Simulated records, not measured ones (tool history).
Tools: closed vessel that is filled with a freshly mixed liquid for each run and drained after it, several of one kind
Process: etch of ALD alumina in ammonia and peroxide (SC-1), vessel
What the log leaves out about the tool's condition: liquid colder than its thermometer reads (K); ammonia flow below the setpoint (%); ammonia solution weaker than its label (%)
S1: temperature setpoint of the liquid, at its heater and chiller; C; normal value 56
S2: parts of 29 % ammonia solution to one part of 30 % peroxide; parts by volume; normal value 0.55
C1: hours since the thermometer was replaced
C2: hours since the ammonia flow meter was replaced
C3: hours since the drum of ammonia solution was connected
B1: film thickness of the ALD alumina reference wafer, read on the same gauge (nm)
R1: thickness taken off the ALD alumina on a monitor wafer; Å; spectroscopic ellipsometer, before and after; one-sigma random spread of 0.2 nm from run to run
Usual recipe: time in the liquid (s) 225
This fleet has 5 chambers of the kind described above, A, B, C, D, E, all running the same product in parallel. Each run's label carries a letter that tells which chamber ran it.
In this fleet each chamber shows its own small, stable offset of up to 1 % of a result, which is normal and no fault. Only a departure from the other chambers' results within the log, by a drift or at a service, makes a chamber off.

-- hour=4.2 chamber A: new drum of ammonia solution connected
run 1B hour=4.5 | S1=56 S2=0.55 time_in_the_liquid_(s)=225 | C1=37.5 C2=35.0 C3=72.2 | B1=60.002 | R1=203.530
run 2D hour=12.2 | S1=56 S2=0.55 time_in_the_liquid_(s)=225 | C1=344.6 C2=305.4 C3=483.6 | B1=60.003 | R1=200.590
run 3C hour=20.1 | S1=56 S2=0.55 time_in_the_liquid_(s)=225 | C1=1025.4 C2=335.3 C3=389.7 | B1=60.008 | R1=197.520
run 4A hour=26.9 | S1=56 S2=0.55 time_in_the_liquid_(s)=225 | C1=108.1 C2=601.5 C3=22.7 | B1=59.995 | R1=202.850
run 5E hour=33.4 | S1=56 S2=0.55 time_in_the_liquid_(s)=225 | C1=485.1 C2=1218.0 C3=220.0 | B1=59.991 | R1=202.360
run 6E hour=38.2 | S1=50 S2=0.55 time_in_the_liquid_(s)=110 | C1=489.9 C2=1222.8 C3=224.8 | B1=60.014 | R1=72.201
run 7C hour=43.7 | S1=50 S2=0.55 time_in_the_liquid_(s)=110 | C1=1049.0 C2=358.9 C3=413.3 | B1=59.988 | R1=71.362
run 8D hour=48.5 | S1=50 S2=0.55 time_in_the_liquid_(s)=110 | C1=380.9 C2=341.7 C3=519.9 | B1=60.011 | R1=71.548
run 9B hour=53.5 | S1=50 S2=0.55 time_in_the_liquid_(s)=110 | C1=86.5 C2=84.0 C3=121.2 | B1=60.018 | R1=72.286
run 10A hour=62.0 | S1=50 S2=0.55 time_in_the_liquid_(s)=110 | C1=143.2 C2=636.6 C3=57.8 | B1=60.010 | R1=72.087
run 11E hour=69.1 | S1=56 S2=0.55 time_in_the_liquid_(s)=225 | C1=520.8 C2=1253.7 C3=255.7 | B1=60.012 | R1=200.320
run 12A hour=77.4 | S1=56 S2=0.70 time_in_the_liquid_(s)=315 | C1=158.6 C2=652.0 C3=73.2 | B1=60.008 | R1=288.680
run 13C hour=85.4 | S1=56 S2=0.70 time_in_the_liquid_(s)=315 | C1=1090.7 C2=400.6 C3=455.0 | B1=59.983 | R1=286.040
run 14D hour=89.7 | S1=56 S2=0.70 time_in_the_liquid_(s)=315 | C1=422.1 C2=382.9 C3=561.1 | B1=59.987 | R1=291.640
run 15B hour=93.8 | S1=56 S2=0.70 time_in_the_liquid_(s)=315 | C1=126.8 C2=124.3 C3=161.5 | B1=59.985 | R1=290.390
run 16A hour=99.0 | S1=56 S2=0.70 time_in_the_liquid_(s)=315 | C1=180.2 C2=673.6 C3=94.8 | B1=59.997 | R1=294.590
run 17D hour=104.5 | S1=52 S2=0.65 time_in_the_liquid_(s)=225 | C1=436.9 C2=397.7 C3=575.9 | B1=60.000 | R1=165.050
run 18C hour=112.9 | S1=52 S2=0.65 time_in_the_liquid_(s)=225 | C1=1118.2 C2=428.1 C3=482.5 | B1=59.989 | R1=164.840
-- hour=117.2 chamber E: new drum of ammonia solution connected
run 19B hour=120.2 | S1=52 S2=0.65 time_in_the_liquid_(s)=225 | C1=153.2 C2=150.7 C3=187.9 | B1=59.989 | R1=167.310
run 20E hour=124.7 | S1=52 S2=0.65 time_in_the_liquid_(s)=225 | C1=576.4 C2=1309.3 C3=7.6 | B1=60.019 | R1=169.180
run 21D hour=130.9 | S1=52 S2=0.65 time_in_the_liquid_(s)=225 | C1=463.3 C2=424.1 C3=602.3 | B1=59.982 | R1=167.080
run 22C hour=138.4 | S1=56 S2=0.55 time_in_the_liquid_(s)=225 | C1=1143.7 C2=453.6 C3=508.0 | B1=60.010 | R1=200.700
run 23B hour=144.0 | S1=56 S2=0.55 time_in_the_liquid_(s)=290 | C1=177.0 C2=174.5 C3=211.7 | B1=59.995 | R1=262.520
-- hour=148.5 chamber E: thermometer replaced
run 24E hour=150.4 | S1=56 S2=0.55 time_in_the_liquid_(s)=290 | C1=2.0 C2=1335.0 C3=33.3 | B1=60.017 | R1=260.750
run 25A hour=158.7 | S1=56 S2=0.55 time_in_the_liquid_(s)=290 | C1=239.9 C2=733.3 C3=154.5 | B1=60.027 | R1=265.280
run 26E hour=164.1 | S1=56 S2=0.55 time_in_the_liquid_(s)=290 | C1=15.7 C2=1348.7 C3=47.0 | B1=59.999 | R1=262.240
run 27C hour=171.8 | S1=56 S2=0.55 time_in_the_liquid_(s)=290 | C1=1177.1 C2=487.0 C3=541.4 | B1=60.013 | R1=263.250
run 28B hour=180.3 | S1=56 S2=0.55 time_in_the_liquid_(s)=225 | C1=213.3 C2=210.8 C3=248.0 | B1=59.996 | R1=203.080
run 29A hour=184.5 | S1=56 S2=0.55 time_in_the_liquid_(s)=225 | C1=265.7 C2=759.1 C3=180.3 | B1=60.005 | R1=206.690
run 30D hour=191.8 | S1=56 S2=0.30 time_in_the_liquid_(s)=150 | C1=524.2 C2=485.0 C3=663.2 | B1=60.010 | R1=125.240

For the next run the whole fleet of 5 chambers uses the same settings. Give each chamber's results:
run 31A hour=198.5 | S1=56 S2=0.65 time_in_the_liquid_(s)=225 | R1=?
run 31B hour=198.5 | S1=56 S2=0.65 time_in_the_liquid_(s)=225 | R1=?
run 31C hour=198.5 | S1=56 S2=0.65 time_in_the_liquid_(s)=225 | R1=?
run 31D hour=198.5 | S1=56 S2=0.65 time_in_the_liquid_(s)=225 | R1=?
run 31E hour=198.5 | S1=56 S2=0.65 time_in_the_liquid_(s)=225 | R1=?

run=31A R1=206.620
run=31B R1=204.650
run=31C R1=203.290
run=31D R1=202.360
run=31E R1=205.220
